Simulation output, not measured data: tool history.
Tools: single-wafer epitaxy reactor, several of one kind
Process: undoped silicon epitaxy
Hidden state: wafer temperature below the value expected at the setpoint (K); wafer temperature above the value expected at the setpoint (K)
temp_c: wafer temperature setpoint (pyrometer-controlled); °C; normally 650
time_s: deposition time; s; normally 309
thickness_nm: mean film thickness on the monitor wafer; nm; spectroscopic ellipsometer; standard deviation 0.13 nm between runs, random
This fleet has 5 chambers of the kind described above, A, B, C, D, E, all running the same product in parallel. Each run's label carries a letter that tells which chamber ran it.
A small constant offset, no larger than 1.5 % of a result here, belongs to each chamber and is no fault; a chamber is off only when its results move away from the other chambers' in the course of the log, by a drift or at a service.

run,day,temp_c,time_s,hours since the last pyrometer calibration,"read-back reference wafer on the same gauge, thickness_nm",thickness_nm
1A,0.342,650,309,417.4,61.382,51.737
2D,0.675,650,309,924,61.412,52.123
3E,0.975,650,309,217.8,61.387,51.942
4C,1.417,650,309,1941.2,61.394,51.554
5B,1.7,650,329,526.7,61.406,56.054
6D,2.025,650,329,956.4,61.397,55.569
7B,2.496,650,329,545.8,61.387,55.836
8A,2.792,650,329,476.2,61.385,55.256
9C,3.258,650,329,1985.4,61.396,54.721
10E,3.796,650,309,285.5,61.455,51.858
11D,4.283,650,309,1010.6,61.403,51.808
12C,4.721,650,309,2020.5,61.432,51.792
13B,5.142,650,309,609.3,61.468,52.504
14E,5.4,650,309,324,61.401,51.838
15A,5.904,650,309,550.9,61.41,51.964
16C,6.238,650,309,2056.9,61.416,51.204
17A,6.771,650,309,571.7,61.4,51.608
# day 7.096: chamber C: pyrometer calibrated
18E,7.258,650,309,368.6,61.394,52.045
19B,7.529,650,309,666.6,61.42,52.534
20D,8.017,650,309,1100.2,61.39,52.068
21C,8.496,650,309,33.6,61.339,50.193
22B,8.908,650,309,699.7,61.409,52.361
23E,9.221,650,309,415.7,61.399,51.856
24A,9.679,650,309,641.5,61.405,52.13
25D,10.012,650,309,1148.1,61.382,52.123
26A,10.396,650,309,658.7,61.364,52.015
27D,10.917,650,309,1169.8,61.433,51.966
28E,11.154,650,309,462.1,61.403,51.867
29C,11.408,650,309,103.5,61.407,50.401
30B,11.908,650,309,771.7,61.397,52.547
31B,12.371,650,309,782.8,61.419,52.601
32D,12.779,650,309,1214.5,61.426,51.984
33E,13.138,650,309,509.7,61.349,51.95
34C,13.546,650,261,154.8,61.346,42.471
35A,14.008,650,261,745.4,61.444,43.67
36D,14.421,650,261,1253.9,61.402,43.791
37A,14.962,650,261,768.3,61.389,43.742
38C,15.433,650,261,200.1,61.376,42.557
39B,15.946,640,368,868.6,61.405,50.154
40E,16.267,640,368,584.8,61.383,49.697
41E,16.604,640,368,592.9,61.399,49.794

Each of the 5 chambers runs these same settings next. Fill in every chamber's results:
42A,16.996,650,309,,,?
42B,16.996,650,309,,,?
42C,16.996,650,309,,,?
42D,16.996,650,309,,,?
42E,16.996,650,309,,,?

run,thickness_nm
42A,51.912
42B,52.626
42C,50.39
42D,51.825
42E,51.961
